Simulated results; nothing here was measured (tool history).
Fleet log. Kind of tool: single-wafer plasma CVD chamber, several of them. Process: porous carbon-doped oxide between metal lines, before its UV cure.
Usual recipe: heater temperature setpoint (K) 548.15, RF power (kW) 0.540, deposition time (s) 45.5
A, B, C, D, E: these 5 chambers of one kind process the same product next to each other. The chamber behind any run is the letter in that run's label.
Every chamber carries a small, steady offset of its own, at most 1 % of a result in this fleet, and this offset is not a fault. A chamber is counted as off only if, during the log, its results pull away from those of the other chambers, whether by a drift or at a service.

| run | day | heater temperature setpoint (K) | RF power (kW) | deposition time (s) | read-back reference wafer on the same gauge, thickness_nm | mean film thickness on the monitor wafer (nm) |
|---|---|---|---|---|---|---|
| 1B | 0.600 | 548.15 | 0.540 | 45.5 | 330.85 | 298.39 |
| 2C | 0.954 | 548.15 | 0.540 | 45.5 | 331.01 | 298.00 |
| 3D | 1.500 | 548.15 | 0.540 | 45.5 | 330.78 | 299.87 |
| 4E | 2.150 | 548.15 | 0.540 | 45.5 | 331.14 | 295.26 |
| 5A | 2.762 | 548.15 | 0.540 | 45.5 | 331.06 | 296.18 |
| 6D | 3.308 | 548.15 | 0.540 | 45.5 | 331.06 | 296.87 |
| 7B | 3.904 | 548.15 | 0.540 | 45.5 | 331.08 | 299.60 |
| 8C | 4.412 | 543.15 | 0.540 | 45.5 | 330.93 | 304.95 |
| 9E | 5.104 | 543.15 | 0.540 | 45.5 | 331.07 | 305.21 |
|  | 5.442 | chamber A: thermocouple changed; heater temperature recalibrated |
| 10A | 5.775 | 543.15 | 0.540 | 45.5 | 330.93 | 308.91 |
| 11C | 6.312 | 543.15 | 0.540 | 45.5 | 331.26 | 306.17 |
| 12E | 6.983 | 543.15 | 0.540 | 45.5 | 330.94 | 306.06 |
| 13B | 7.408 | 548.15 | 0.540 | 41.1 | 330.87 | 269.36 |
| 14D | 7.846 | 548.15 | 0.540 | 41.1 | 331.01 | 269.13 |
| 15A | 8.154 | 548.15 | 0.540 | 41.1 | 330.93 | 270.73 |
| 16C | 8.712 | 548.15 | 0.540 | 41.1 | 331.25 | 268.41 |
| 17A | 9.171 | 548.15 | 0.540 | 41.1 | 331.24 | 268.40 |
| 18B | 9.842 | 558.15 | 0.540 | 39.3 | 330.87 | 243.44 |
| 19D | 10.442 | 558.15 | 0.540 | 39.3 | 331.06 | 243.20 |
| 20E | 10.904 | 558.15 | 0.540 | 39.3 | 331.15 | 240.67 |
|  | 10.979 | chamber C: thermocouple changed; heater temperature recalibrated |
| 21A | 11.246 | 558.15 | 0.540 | 39.3 | 331.06 | 243.24 |
| 22E | 11.742 | 558.15 | 0.540 | 39.3 | 331.18 | 240.31 |
| 23D | 12.408 | 548.15 | 0.540 | 45.5 | 330.81 | 297.89 |
| 24C | 13.058 | 548.15 | 0.540 | 45.5 | 331.36 | 286.63 |
| 25B | 13.358 | 548.15 | 0.540 | 45.5 | 331.03 | 297.73 |
| 26B | 13.829 | 548.15 | 0.625 | 50.9 | 330.79 | 366.99 |
| 27D | 14.258 | 548.15 | 0.625 | 50.9 | 331.10 | 365.98 |
| 28A | 14.896 | 548.15 | 0.625 | 50.9 | 331.06 | 365.01 |
| 29C | 15.450 | 548.15 | 0.625 | 50.9 | 330.91 | 349.23 |
| 30E | 15.833 | 548.15 | 0.625 | 50.9 | 330.99 | 363.85 |
| 31C | 16.383 | 548.15 | 0.540 | 45.5 | 330.98 | 287.63 |
| 32B | 16.771 | 548.15 | 0.540 | 45.5 | 330.82 | 299.40 |
| 33E | 17.421 | 548.15 | 0.540 | 45.5 | 331.06 | 296.40 |
| 34A | 17.992 | 548.15 | 0.540 | 45.5 | 330.80 | 297.89 |
| 35D | 18.354 | 548.15 | 0.540 | 45.5 | 330.96 | 297.93 |
| 36B | 18.804 | 548.15 | 0.540 | 45.5 | 331.03 | 298.01 |
| 37C | 19.167 | 548.15 | 0.540 | 45.5 | 331.26 | 285.77 |

Read the log: is a single chamber off, either drifting away or since a service, is the gauge that measures every chamber drifting, or is nothing wrong beyond small per-chamber offsets? Name any odd chamber and what most likely caused it.

After it was serviced, chamber C no longer matches the other chambers.
What lies behind it: wafer temperature above the value expected at the setpoint (K) = 5.77.

Which of the 4 candidates below, each the usual settings with something changed and its results left as question marks, puts chamber C back in line with what the other chambers give on the usual settings?
In-line tolerance around the mean of the other chambers on the usual settings: mean film thickness on the monitor wafer (nm) 3.40
| 38C-1 | 19.662 | 547.15 | 0.550 | 46.6 |  | ? |
| 38C-2 | 19.662 | 546.15 | 0.555 | 47.4 |  | ? |
| 38C-3 | 19.662 | 549.15 | 0.530 | 44.4 |  | ? |
| 38C-4 | 19.662 | 559.15 | 0.540 | 45.5 |  | ? |

What the other chambers average on the usual settings: mean film thickness on the monitor wafer (nm) 297.85
| run | mean film thickness on the monitor wafer (nm) |
|---|---|
| 38C-1 | 298.97 |
| 38C-2 | 307.69 |
| 38C-3 | 274.92 |
| 38C-4 | 268.21 |
It is 38C-1 that realigns the chamber with its peers.

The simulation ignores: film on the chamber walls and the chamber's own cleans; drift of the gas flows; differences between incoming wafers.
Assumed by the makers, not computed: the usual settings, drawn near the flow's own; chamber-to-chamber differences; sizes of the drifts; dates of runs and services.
